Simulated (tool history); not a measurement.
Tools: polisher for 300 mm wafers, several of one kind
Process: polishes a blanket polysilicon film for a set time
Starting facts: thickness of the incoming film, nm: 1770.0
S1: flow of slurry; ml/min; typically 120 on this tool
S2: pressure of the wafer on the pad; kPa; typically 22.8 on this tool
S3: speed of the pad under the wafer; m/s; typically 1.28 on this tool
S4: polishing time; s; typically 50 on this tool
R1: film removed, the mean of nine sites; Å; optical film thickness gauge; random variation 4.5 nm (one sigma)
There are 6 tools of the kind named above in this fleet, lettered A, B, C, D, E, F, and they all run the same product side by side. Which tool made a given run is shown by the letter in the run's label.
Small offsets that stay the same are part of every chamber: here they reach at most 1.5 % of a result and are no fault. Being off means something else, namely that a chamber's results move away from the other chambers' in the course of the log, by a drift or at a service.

Run 1C, hour 3.7: usual settings. Result: R1 5615.4 Å.
Run 2A, hour 9.9: usual settings. Result: R1 5516.8 Å.
Run 3D, hour 14.9: usual settings. Result: R1 5618.6 Å.
At hour 17.2: chamber E: worn pad replaced by a new one.
At hour 18.2: chamber C: worn pad replaced by a new one.
Run 4E, hour 22.5: usual settings. Result: R1 5527.0 Å.
Run 5F, hour 30.4: usual settings. Result: R1 5665.9 Å.
Run 6B, hour 34.1: usual settings. Result: R1 5588.4 Å.
Run 7C, hour 39.0: usual settings. Result: R1 5541.4 Å.
Run 8A, hour 45.5: usual settings. Result: R1 5521.1 Å.
At hour 49.4: chamber A: worn pad replaced by a new one.
Run 9E, hour 51.2: usual settings. Result: R1 5572.2 Å.
Run 10B, hour 56.6: usual settings. Result: R1 5619.4 Å.
Run 11D, hour 61.4: usual settings. Result: R1 5513.7 Å.
At hour 66.5: chamber B: worn pad replaced by a new one.
Run 12F, hour 68.4: usual settings. Result: R1 5649.5 Å.
Run 13A, hour 72.2: usual settings but S1 135 ml/min. Result: R1 5746.2 Å.
Run 14C, hour 79.5: usual settings but S1 135 ml/min. Result: R1 5713.4 Å.
At hour 82.6: chamber D: worn pad replaced by a new one.
Run 15B, hour 83.5: usual settings but S1 135 ml/min. Result: R1 5696.3 Å.
Run 16E, hour 88.8: usual settings but S1 135 ml/min. Result: R1 5706.3 Å.
Run 17F, hour 95.4: usual settings but S1 135 ml/min. Result: R1 5710.1 Å.
Run 18D, hour 99.0: usual settings but S1 135 ml/min. Result: R1 5790.9 Å.
Run 19E, hour 105.8: usual settings. Result: R1 5474.4 Å.
At hour 110.0: chamber E: worn pad replaced by a new one.
Run 20A, hour 112.5: usual settings. Result: R1 5498.4 Å.
Run 21D, hour 117.3: usual settings but S1 145 ml/min, S2 15.9 kPa. Result: R1 4076.0 Å.
At hour 121.3: chamber C: worn pad replaced by a new one.
Run 22B, hour 123.3: usual settings but S1 145 ml/min, S2 15.9 kPa. Result: R1 3935.3 Å.
Run 23F, hour 128.0: usual settings but S1 145 ml/min, S2 15.9 kPa. Result: R1 4138.5 Å.
At hour 129.1: chamber E: slurry nozzle cleaned.
Run 24C, hour 134.2: usual settings but S1 145 ml/min, S2 15.9 kPa. Result: R1 4036.8 Å.
Run 25B, hour 142.1: usual settings but S1 145 ml/min, S2 15.9 kPa. Result: R1 3939.7 Å.
At hour 143.4: chamber F: worn pad replaced by a new one.
Run 26C, hour 147.5: usual settings but S1 145 ml/min, S2 15.9 kPa. Result: R1 4051.2 Å.
Run 27E, hour 151.7: usual settings. Result: R1 5551.4 Å.
Run 28D, hour 157.9: usual settings. Result: R1 5569.5 Å.
Run 29A, hour 161.8: usual settings. Result: R1 5516.4 Å.
Run 30F, hour 165.6: usual settings but S1 140 ml/min, S2 20.0 kPa. Result: R1 5208.1 Å.
Run 31E, hour 172.6: usual settings but S1 140 ml/min, S2 20.0 kPa. Result: R1 5043.7 Å.
At hour 174.7: chamber A: worn pad replaced by a new one.
Run 32A, hour 178.9: usual settings but S1 140 ml/min, S2 20.0 kPa. Result: R1 5066.0 Å.
At hour 182.3: chamber A: slurry nozzle cleaned.
At hour 183.0: chamber C: slurry nozzle cleaned.
Run 33F, hour 183.8: usual settings but S1 140 ml/min, S2 20.0 kPa. Result: R1 5062.7 Å.
Run 34D, hour 191.1: usual settings but S1 140 ml/min, S2 20.0 kPa. Result: R1 4994.4 Å.
At hour 191.7: chamber D: worn pad replaced by a new one.
Run 35B, hour 197.3: usual settings but S1 140 ml/min, S2 20.0 kPa. Result: R1 4746.5 Å.
Run 36C, hour 204.4: usual settings. Result: R1 5626.3 Å.
At hour 207.1: chamber E: worn pad replaced by a new one.
Run 37D, hour 210.2: usual settings. Result: R1 5508.4 Å.
Run 38B, hour 215.4: usual settings but S1 150 ml/min, S4 34 s. Result: R1 3682.5 Å.
Run 39E, hour 221.3: usual settings but S1 150 ml/min, S4 34 s. Result: R1 3918.4 Å.
At hour 225.7: chamber C: worn pad replaced by a new one.
Run 40F, hour 226.4: usual settings but S1 150 ml/min, S4 34 s. Result: R1 4015.9 Å.
Run 41A, hour 233.8: usual settings but S1 150 ml/min, S4 34 s. Result: R1 4000.3 Å.
Run 42C, hour 237.8: usual settings but S1 150 ml/min, S4 34 s. Result: R1 3982.0 Å.

All chambers now run identical settings, listed one chamber a line with results as question marks. What results will each chamber show?
Run 43A, hour 243.5: usual settings. Result: R1 ?.
Run 43B, hour 243.5: usual settings. Result: R1 ?.
Run 43C, hour 243.5: usual settings. Result: R1 ?.
Run 43D, hour 243.5: usual settings. Result: R1 ?.
Run 43E, hour 243.5: usual settings. Result: R1 ?.
Run 43F, hour 243.5: usual settings. Result: R1 ?.

run      R1
43A  5544.5
43B  5064.1
43C  5576.3
43D  5590.9
43E  5511.7
43F  5569.8
